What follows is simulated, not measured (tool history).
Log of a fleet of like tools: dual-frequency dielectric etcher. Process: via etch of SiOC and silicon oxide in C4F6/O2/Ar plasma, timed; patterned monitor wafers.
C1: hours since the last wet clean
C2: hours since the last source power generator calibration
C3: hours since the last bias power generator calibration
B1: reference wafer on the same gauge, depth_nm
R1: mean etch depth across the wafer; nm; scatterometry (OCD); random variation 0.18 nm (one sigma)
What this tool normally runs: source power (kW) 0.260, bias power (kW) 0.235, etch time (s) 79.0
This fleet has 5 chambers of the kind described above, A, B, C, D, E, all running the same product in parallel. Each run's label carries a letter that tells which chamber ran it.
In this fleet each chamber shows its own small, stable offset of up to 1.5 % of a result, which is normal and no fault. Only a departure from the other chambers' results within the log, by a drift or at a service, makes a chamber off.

run 1A hour=14.0 | source_power_(kW)=0.260 bias_power_(kW)=0.235 etch_time_(s)=79.0 | C1=521.1 C2=1574.3 C3=2117.5 | B1=86.974 | R1=82.224
run 2B hour=23.7 | source_power_(kW)=0.260 bias_power_(kW)=0.235 etch_time_(s)=79.0 | C1=339.7 C2=650.0 C3=658.4 | B1=87.014 | R1=82.068
run 3D hour=32.1 | source_power_(kW)=0.260 bias_power_(kW)=0.235 etch_time_(s)=79.0 | C1=55.9 C2=2575.5 C3=2388.4 | B1=86.961 | R1=83.963
-- hour=38.5 chamber A: wet clean of the chamber
run 4C hour=44.8 | source_power_(kW)=0.260 bias_power_(kW)=0.235 etch_time_(s)=79.0 | C1=77.4 C2=2348.9 C3=2070.7 | B1=87.030 | R1=82.519
run 5E hour=59.8 | source_power_(kW)=0.230 bias_power_(kW)=0.235 etch_time_(s)=79.0 | C1=308.8 C2=1367.5 C3=977.7 | B1=87.023 | R1=79.410
-- hour=65.7 chamber E: wet clean of the chamber
run 6B hour=67.0 | source_power_(kW)=0.230 bias_power_(kW)=0.235 etch_time_(s)=79.0 | C1=383.0 C2=693.3 C3=701.7 | B1=86.975 | R1=78.303
run 7A hour=77.9 | source_power_(kW)=0.230 bias_power_(kW)=0.235 etch_time_(s)=79.0 | C1=39.4 C2=1638.2 C3=2181.4 | B1=86.997 | R1=78.389
run 8C hour=85.3 | source_power_(kW)=0.230 bias_power_(kW)=0.235 etch_time_(s)=79.0 | C1=117.9 C2=2389.4 C3=2111.2 | B1=86.996 | R1=78.620
run 9D hour=94.5 | source_power_(kW)=0.230 bias_power_(kW)=0.235 etch_time_(s)=79.0 | C1=118.3 C2=2637.9 C3=2450.8 | B1=86.995 | R1=79.860
run 10E hour=101.5 | source_power_(kW)=0.260 bias_power_(kW)=0.235 etch_time_(s)=79.0 | C1=35.9 C2=1409.2 C3=1019.4 | B1=86.996 | R1=83.356
-- hour=103.9 chamber D: bias power generator calibrated
run 11E hour=114.8 | source_power_(kW)=0.260 bias_power_(kW)=0.235 etch_time_(s)=79.0 | C1=49.2 C2=1422.5 C3=1032.7 | B1=87.017 | R1=83.233
run 12D hour=125.9 | source_power_(kW)=0.260 bias_power_(kW)=0.235 etch_time_(s)=79.0 | C1=149.7 C2=2669.3 C3=22.1 | B1=87.009 | R1=83.797
-- hour=127.5 chamber B: wet clean of the chamber
-- hour=132.2 chamber C: source power generator calibrated
run 13C hour=134.6 | source_power_(kW)=0.260 bias_power_(kW)=0.235 etch_time_(s)=79.0 | C1=167.2 C2=2.4 C3=2160.5 | B1=87.044 | R1=82.255
run 14A hour=145.7 | source_power_(kW)=0.260 bias_power_(kW)=0.235 etch_time_(s)=79.0 | C1=107.2 C2=1706.0 C3=2249.2 | B1=87.035 | R1=82.362
run 15B hour=153.9 | source_power_(kW)=0.260 bias_power_(kW)=0.235 etch_time_(s)=79.0 | C1=26.4 C2=780.2 C3=788.6 | B1=86.974 | R1=82.250
run 16C hour=162.1 | source_power_(kW)=0.260 bias_power_(kW)=0.235 etch_time_(s)=79.0 | C1=194.7 C2=29.9 C3=2188.0 | B1=86.955 | R1=82.471
run 17D hour=176.5 | source_power_(kW)=0.260 bias_power_(kW)=0.235 etch_time_(s)=79.0 | C1=200.3 C2=2719.9 C3=72.7 | B1=87.022 | R1=84.301
run 18A hour=191.3 | source_power_(kW)=0.260 bias_power_(kW)=0.235 etch_time_(s)=79.0 | C1=152.8 C2=1751.6 C3=2294.8 | B1=87.055 | R1=81.802
run 19E hour=203.8 | source_power_(kW)=0.260 bias_power_(kW)=0.235 etch_time_(s)=79.0 | C1=138.2 C2=1511.5 C3=1121.7 | B1=86.992 | R1=83.264
-- hour=208.4 chamber E: source power generator calibrated
run 20B hour=212.3 | source_power_(kW)=0.260 bias_power_(kW)=0.235 etch_time_(s)=79.0 | C1=84.8 C2=838.6 C3=847.0 | B1=87.015 | R1=82.479
run 21A hour=220.9 | source_power_(kW)=0.260 bias_power_(kW)=0.235 etch_time_(s)=79.0 | C1=182.4 C2=1781.2 C3=2324.4 | B1=86.993 | R1=82.028
run 22B hour=235.7 | source_power_(kW)=0.290 bias_power_(kW)=0.235 etch_time_(s)=71.0 | C1=108.2 C2=862.0 C3=870.4 | B1=87.001 | R1=76.728
run 23D hour=250.0 | source_power_(kW)=0.290 bias_power_(kW)=0.235 etch_time_(s)=71.0 | C1=273.8 C2=2793.4 C3=146.2 | B1=86.964 | R1=79.171
run 24E hour=256.8 | source_power_(kW)=0.290 bias_power_(kW)=0.235 etch_time_(s)=71.0 | C1=191.2 C2=48.4 C3=1174.7 | B1=87.028 | R1=77.889
run 25C hour=271.7 | source_power_(kW)=0.290 bias_power_(kW)=0.235 etch_time_(s)=71.0 | C1=304.3 C2=139.5 C3=2297.6 | B1=87.008 | R1=77.328
run 26E hour=282.4 | source_power_(kW)=0.290 bias_power_(kW)=0.235 etch_time_(s)=71.0 | C1=216.8 C2=74.0 C3=1200.3 | B1=86.969 | R1=77.769
run 27A hour=293.2 | source_power_(kW)=0.260 bias_power_(kW)=0.235 etch_time_(s)=79.0 | C1=254.7 C2=1853.5 C3=2396.7 | B1=87.043 | R1=82.114
-- hour=300.9 chamber A: source power generator calibrated
-- hour=302.4 chamber C: wet clean of the chamber
run 28B hour=307.6 | source_power_(kW)=0.260 bias_power_(kW)=0.235 etch_time_(s)=79.0 | C1=180.1 C2=933.9 C3=942.3 | B1=86.974 | R1=82.148
run 29D hour=315.5 | source_power_(kW)=0.260 bias_power_(kW)=0.235 etch_time_(s)=79.0 | C1=339.3 C2=2858.9 C3=211.7 | B1=86.936 | R1=84.726
run 30C hour=323.7 | source_power_(kW)=0.260 bias_power_(kW)=0.235 etch_time_(s)=79.0 | C1=21.3 C2=191.5 C3=2349.6 | B1=87.013 | R1=82.171
-- hour=327.6 chamber A: bias power generator calibrated
run 31E hour=333.9 | source_power_(kW)=0.260 bias_power_(kW)=0.235 etch_time_(s)=79.0 | C1=268.3 C2=125.5 C3=1251.8 | B1=87.005 | R1=83.444
run 32D hour=347.3 | source_power_(kW)=0.260 bias_power_(kW)=0.185 etch_time_(s)=63.5 | C1=371.1 C2=2890.7 C3=243.5 | B1=87.040 | R1=63.255
run 33A hour=358.9 | source_power_(kW)=0.260 bias_power_(kW)=0.185 etch_time_(s)=63.5 | C1=320.4 C2=58.1 C3=31.3 | B1=86.991 | R1=60.788
run 34B hour=367.7 | source_power_(kW)=0.260 bias_power_(kW)=0.185 etch_time_(s)=63.5 | C1=240.2 C2=994.0 C3=1002.4 | B1=87.026 | R1=60.800
-- hour=374.9 chamber E: wet clean of the chamber
run 35C hour=382.7 | source_power_(kW)=0.260 bias_power_(kW)=0.185 etch_time_(s)=63.5 | C1=80.3 C2=250.5 C3=2408.6 | B1=86.964 | R1=61.053
run 36E hour=397.4 | source_power_(kW)=0.260 bias_power_(kW)=0.185 etch_time_(s)=63.5 | C1=22.6 C2=189.0 C3=1315.3 | B1=87.045 | R1=61.641
run 37D hour=411.0 | source_power_(kW)=0.290 bias_power_(kW)=0.235 etch_time_(s)=79.0 | C1=434.8 C2=2954.4 C3=307.2 | B1=86.978 | R1=89.191
run 38C hour=419.6 | source_power_(kW)=0.290 bias_power_(kW)=0.235 etch_time_(s)=79.0 | C1=117.2 C2=287.4 C3=2445.5 | B1=87.021 | R1=85.633
run 39A hour=429.8 | source_power_(kW)=0.290 bias_power_(kW)=0.235 etch_time_(s)=79.0 | C1=391.3 C2=129.0 C3=102.2 | B1=86.998 | R1=85.885
run 40B hour=443.5 | source_power_(kW)=0.290 bias_power_(kW)=0.235 etch_time_(s)=79.0 | C1=316.0 C2=1069.8 C3=1078.2 | B1=87.019 | R1=85.677

Which is it: a chamber that has drifted or been left off by a service, a gauge drift common to all chambers, or only each chamber's usual small offset? If a chamber is off, name it and its likeliest cause.

Little by little, chamber D moves away from the other chambers.
What lies behind it: source power that arrives over what is set, % = 4.51.
It could be hard to tell apart here from: etch rate over this chamber's usual, %.

Which of the 4 candidates below, each the usual settings with something changed and its results left as question marks, puts chamber D back in line with what the other chambers give on the usual settings?
Maximum distance from the other chambers' mean on the usual settings for a result to count as in line: R1 0.660 nm
run 41D-1 hour=454.5 | source_power_(kW)=0.260 bias_power_(kW)=0.236 etch_time_(s)=80.0 | R1=?
run 41D-2 hour=454.5 | source_power_(kW)=0.260 bias_power_(kW)=0.234 etch_time_(s)=78.0 | R1=?
run 41D-3 hour=454.5 | source_power_(kW)=0.260 bias_power_(kW)=0.237 etch_time_(s)=81.5 | R1=?
run 41D-4 hour=454.5 | source_power_(kW)=0.260 bias_power_(kW)=0.233 etch_time_(s)=76.5 | R1=?

The other chambers' mean on the usual settings: R1 82.503 nm
run=41D-1 R1=86.535
run=41D-2 R1=84.126
run=41D-3 R1=88.286
run=41D-4 R1=82.388
It is 41D-4 that realigns the chamber with its peers.
